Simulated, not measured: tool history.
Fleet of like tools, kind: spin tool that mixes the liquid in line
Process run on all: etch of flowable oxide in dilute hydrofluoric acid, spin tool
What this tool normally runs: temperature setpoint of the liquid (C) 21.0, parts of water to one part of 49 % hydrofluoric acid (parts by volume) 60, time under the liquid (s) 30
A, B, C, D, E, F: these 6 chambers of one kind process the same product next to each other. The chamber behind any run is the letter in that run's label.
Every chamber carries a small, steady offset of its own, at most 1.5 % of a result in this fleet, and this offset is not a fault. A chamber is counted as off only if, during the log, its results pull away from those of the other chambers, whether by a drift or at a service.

run   hour  temperature setpoint of the liquid (C)  parts of water to one part of 49 % hydrofluoric acid (parts by volume)  time under the liquid (s)  hours since the thermometer was replaced  hours since the hydrofluoric acid flow meter was replaced  read-back film thickness of the flowable oxide reference wafer, read on the same gauge (nm)  thickness taken off the flowable oxide on a monitor wafer (Å)
 1D   10.9                                    21.0                                                                      60                         30                                     676.7                                                     1345.6                                                                                       139.99                                                        127.600
 2A   22.4                                    21.0                                                                      60                         30                                    2097.4                                                       70.6                                                                                       140.05                                                        125.320
 3E   34.7                                    21.0                                                                      60                         30                                     129.7                                                      256.2                                                                                       139.97                                                        127.260
 4C   47.1                                    21.0                                                                      60                         30                                    1657.3                                                      501.8                                                                                       140.05                                                        129.070
 5F   54.8                                    21.0                                                                      60                         30                                     811.7                                                     1274.6                                                                                       139.97                                                        127.390
 6B   66.0                                    21.0                                                                      60                         30                                     684.4                                                      433.6                                                                                       140.03                                                        130.440
 7B   79.0                                    24.5                                                                      60                         15                                     697.4                                                      446.6                                                                                       140.03                                                         74.048
 8D   90.1                                    24.5                                                                      60                         15                                     755.9                                                     1424.8                                                                                       139.99                                                         74.481
 9E   98.6                                    24.5                                                                      60                         15                                     193.6                                                      320.1                                                                                       140.00                                                         73.830
10C  109.8                                    24.5                                                                      60                         15                                    1720.0                                                      564.5                                                                                       140.01                                                         73.776
11F  124.1                                    24.5                                                                      60                         15                                     881.0                                                     1343.9                                                                                       139.99                                                         72.665
12A  139.1                                    24.5                                                                      60                         15                                    2214.1                                                      187.3                                                                                       140.01                                                         72.777
13C  148.1                                    21.0                                                                      60                         30                                    1758.3                                                      602.8                                                                                       139.99                                                        126.620
14B  156.7                                    21.0                                                                      60                         30                                     775.1                                                      524.3                                                                                       139.98                                                        128.960
15D  164.6                                    21.0                                                                      60                         30                                     830.4                                                     1499.3                                                                                       140.00                                                        128.460
16E  177.0                                    21.0                                                                      85                         15                                     272.0                                                      398.5                                                                                       140.04                                                         43.917
17F  186.9                                    21.0                                                                      85                         15                                     943.8                                                     1406.7                                                                                       139.97                                                         42.886
18A  197.1                                    21.0                                                                      85                         15                                    2272.1                                                      245.3                                                                                       140.02                                                         42.591
19B  204.6                                    21.0                                                                      85                         15                                     823.0                                                      572.2                                                                                       140.00                                                         43.144
20D  215.5                                    21.0                                                                      85                         15                                     881.3                                                     1550.2                                                                                       140.00                                                         43.572
     228.6  -- chamber D: hydrofluoric acid flow meter replaced
21C  230.5                                    21.0                                                                      85                         15                                    1840.7                                                      685.2                                                                                       140.01                                                         43.313
22A  239.7                                    21.0                                                                      35                         50                                    2314.7                                                      287.9                                                                                       139.99                                                        380.400
23F  254.8                                    21.0                                                                      35                         50                                    1011.7                                                     1474.6                                                                                       140.02                                                        368.350
24E  264.7                                    21.0                                                                      35                         50                                     359.7                                                      486.2                                                                                       140.03                                                        376.230
     273.3  -- chamber B: thermometer replaced
25A  276.5                                    21.0                                                                      35                         50                                    2351.5                                                      324.7                                                                                       140.01                                                        374.650
     282.5  -- chamber A: thermometer replaced
26B  285.9                                    21.0                                                                      35                         50                                      12.6                                                      653.5                                                                                       139.99                                                        376.010
27C  297.9                                    21.0                                                                      35                         50                                    1908.1                                                      752.6                                                                                       139.99                                                        372.280
28D  305.4                                    21.0                                                                      60                         30                                     971.2                                                       76.8                                                                                       140.01                                                        127.540
29E  316.1                                    21.0                                                                      60                         30                                     411.1                                                      537.6                                                                                       140.01                                                        127.840
30F  328.0                                    21.0                                                                      60                         30                                    1084.9                                                     1547.8                                                                                       140.02                                                        124.910
31B  335.6                                    22.5                                                                      75                         30                                      62.3                                                      703.2                                                                                       139.99                                                        104.870
32D  343.9                                    22.5                                                                      75                         30                                    1009.7                                                      115.3                                                                                       140.02                                                        107.120
33F  357.9                                    22.5                                                                      75                         30                                    1114.8                                                     1577.7                                                                                       139.99                                                        104.380
     365.1  -- chamber E: hydrofluoric acid flow meter replaced
34E  373.4                                    22.5                                                                      75                         30                                     468.4                                                        8.3                                                                                       140.00                                                        107.870
35C  385.5                                    22.5                                                                      75                         30                                    1995.7                                                      840.2                                                                                       139.97                                                        106.860
36A  395.0                                    22.5                                                                      75                         30                                     112.6                                                      443.2                                                                                       139.97                                                        106.600
37A  407.5                                    21.0                                                                      60                         30                                     125.1                                                      455.7                                                                                       140.00                                                        125.900

All 6 chambers run these settings next. Forecast each chamber's results:
38A  418.8                                    21.0                                                                      85                         30                                                                                                                                                                                                                                                                ?
38B  418.8                                    21.0                                                                      85                         30                                                                                                                                                                                                                                                                ?
38C  418.8                                    21.0                                                                      85                         30                                                                                                                                                                                                                                                                ?
38D  418.8                                    21.0                                                                      85                         30                                                                                                                                                                                                                                                                ?
38E  418.8                                    21.0                                                                      85                         30                                                                                                                                                                                                                                                                ?
38F  418.8                                    21.0                                                                      85                         30                                                                                                                                                                                                                                                                ?

run  thickness taken off the flowable oxide on a monitor wafer (Å)
38A                                                         85.899
38B                                                         88.181
38C                                                         85.662
38D                                                         88.775
38E                                                         86.794
38F                                                         87.042
